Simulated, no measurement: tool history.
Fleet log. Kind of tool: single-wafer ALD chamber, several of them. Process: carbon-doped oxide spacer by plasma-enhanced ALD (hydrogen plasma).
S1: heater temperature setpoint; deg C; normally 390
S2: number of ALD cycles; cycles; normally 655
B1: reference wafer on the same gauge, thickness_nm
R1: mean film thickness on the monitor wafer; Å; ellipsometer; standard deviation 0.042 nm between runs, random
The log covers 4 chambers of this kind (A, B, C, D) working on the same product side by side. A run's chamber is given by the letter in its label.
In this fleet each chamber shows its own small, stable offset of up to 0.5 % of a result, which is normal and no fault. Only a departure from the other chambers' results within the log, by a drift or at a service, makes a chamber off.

run,day,S1,S2,B1,R1
1D,0.246,390,655,37.491,328.25
2B,0.671,390,655,37.504,328.32
3C,1.008,390,655,37.496,327.84
4A,1.25,390,655,37.478,327.71
5C,1.7,390,655,37.479,328.4
6A,2.058,390,655,37.476,327.33
7D,2.288,390,655,37.483,328.53
8B,2.762,390,655,37.465,328.8
9B,3.112,390,655,37.454,327.5
10A,3.392,390,655,37.459,327.28
11D,3.733,390,655,37.441,328.11
12C,4.204,401,549,37.442,273.64
13C,4.558,401,549,37.429,273.19
14A,4.783,401,549,37.436,273.24
15B,5.267,401,549,37.432,273.84
16D,5.712,390,655,37.415,327.4
17B,6.075,390,655,37.429,328.01
18A,6.512,400,550,37.396,274.48
19D,6.825,400,550,37.404,275.06
20C,7.162,400,550,37.397,274.08
21A,7.562,400,550,37.395,274.27
22D,7.892,403,707,37.397,351.29
23B,8.225,403,707,37.385,349.52
24C,8.588,403,707,37.382,349.95
25D,9.079,403,707,37.366,349.8
26B,9.533,390,655,37.363,327.05
27A,9.992,400,573,37.359,284.96
28C,10.508,400,573,37.342,285.59
29A,10.854,400,573,37.346,285.29
30C,11.117,400,573,37.34,285.14
31B,11.55,390,655,37.342,326.75
32D,11.888,390,655,37.336,327.07
33D,12.225,390,655,37.315,327.49
34C,12.533,377,655,37.332,326.54
35B,13.038,377,655,37.329,327.81
36A,13.325,377,655,37.312,326.03
37A,13.729,377,655,37.303,325.47

Has any chamber moved away from the others, gradually or after a service, or does the common gauge drift, or do the chambers differ only by their own small steady offsets? State the chamber and the most likely cause if one applies.

It is the gauge, not a chamber: its drift shows up in every chamber's results at once, and no chamber is off.
What lies behind it: gauge reads low (%) = 0.533.

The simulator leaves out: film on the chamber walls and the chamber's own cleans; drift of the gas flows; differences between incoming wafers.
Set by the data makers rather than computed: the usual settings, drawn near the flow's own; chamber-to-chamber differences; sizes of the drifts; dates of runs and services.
